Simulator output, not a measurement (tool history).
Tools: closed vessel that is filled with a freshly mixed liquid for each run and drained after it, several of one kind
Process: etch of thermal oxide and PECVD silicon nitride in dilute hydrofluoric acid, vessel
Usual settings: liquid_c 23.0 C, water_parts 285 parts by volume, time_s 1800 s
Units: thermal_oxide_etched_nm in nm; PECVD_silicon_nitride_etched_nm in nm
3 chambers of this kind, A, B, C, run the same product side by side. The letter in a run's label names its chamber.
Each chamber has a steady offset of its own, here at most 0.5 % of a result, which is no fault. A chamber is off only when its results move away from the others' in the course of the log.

run,day,liquid_c,water_parts,time_s,"read-back film thickness of the thermal oxide reference wafer, read on the same gauge (nm)","read-back film thickness of the PECVD silicon nitride reference wafer, read on the same gauge (nm)",thermal_oxide_etched_nm,PECVD_silicon_nitride_etched_nm
1C,0.208,23.0,285,1800,80.001,59.992,23.020,20.0060
2B,0.567,23.0,285,1800,80.001,60.013,23.197,20.0890
3A,0.858,23.0,285,1800,80.016,60.010,22.926,19.6610
4B,1.179,23.0,285,1800,79.998,59.999,23.432,20.0250
5C,1.388,23.0,190,2470,80.003,60.001,52.111,40.3690
6A,1.633,23.0,190,2470,80.007,60.011,51.397,40.3470
7C,1.967,23.0,190,2470,80.001,60.007,51.345,40.4350
8A,2.229,23.0,285,1800,79.990,59.988,23.185,20.0430
9B,2.454,23.0,285,1800,80.023,59.998,23.329,20.4370
# day 2.775: chamber A: hydrofluoric acid flow meter replaced
10B,2.788,23.0,285,1800,80.000,59.988,23.314,20.3760
# day 2.896: chamber B: hydrofluoric acid flow meter replaced
11A,3.142,23.0,285,1800,79.993,60.005,23.234,19.7700
12C,3.475,23.0,330,1030,80.006,60.011,10.991,9.9411
13C,3.654,23.0,330,1030,80.015,60.001,10.860,10.0580
14A,4.008,23.0,330,1030,79.987,60.011,10.757,9.9799
15B,4.217,23.0,285,1800,79.967,59.990,23.233,20.1960
16B,4.546,23.0,285,1800,79.983,59.995,23.204,20.0170
17C,4.942,23.0,285,1800,80.001,59.982,22.847,20.0840
18A,5.150,23.0,285,1800,80.007,59.974,23.146,20.0600
19C,5.325,23.0,285,1800,79.986,59.997,23.237,20.0120
20B,5.662,23.0,285,1800,80.011,60.002,23.102,20.0260
21A,5.867,23.0,285,1800,80.000,60.000,22.734,19.8120
22A,6.067,23.0,285,1800,80.000,60.029,23.050,20.0590
23C,6.354,23.0,285,1800,80.002,60.002,23.062,20.4400
24B,6.529,23.0,285,1800,80.007,60.029,23.039,20.0490
25A,6.879,23.0,285,1800,79.998,60.019,23.031,20.0410
26C,7.158,23.0,285,1800,79.988,60.010,23.181,20.0440
27B,7.483,23.0,285,1800,79.994,59.992,23.207,20.0500
28B,7.783,23.0,285,1800,79.981,60.026,23.110,20.1560
29C,7.975,26.0,285,1800,80.001,60.030,25.819,23.9540
30A,8.179,26.0,285,1800,79.992,60.012,25.474,24.0640
31A,8.362,26.0,285,1800,80.004,60.017,25.431,24.1000
32C,8.717,23.0,285,1800,80.000,60.017,22.985,20.1200
33B,8.938,23.0,285,1800,80.006,60.031,23.333,20.1540
34B,9.200,23.0,285,1800,79.989,60.003,23.066,20.1920
35A,9.554,23.0,285,1800,80.012,59.985,23.122,20.1380
36C,9.858,23.0,285,1800,79.994,60.027,23.108,20.1230
37A,10.058,23.0,285,1800,80.022,59.993,22.904,19.7170
38C,10.342,23.0,285,1800,79.996,60.025,23.117,20.1420
39B,10.571,23.0,285,1800,79.978,59.984,23.366,20.0550
40B,10.879,26.5,195,1800,80.011,60.007,41.974,36.4700
41A,11.096,26.5,195,1800,80.003,59.999,41.774,35.5430
42C,11.317,26.5,195,1800,79.991,60.015,41.641,35.8100

Is one chamber off against the others, does the gauge drift, or is nothing wrong? If a chamber is off, say which, and what the likeliest cause is.

No chamber stands off beyond its own small offset, and the gauge holds steady.
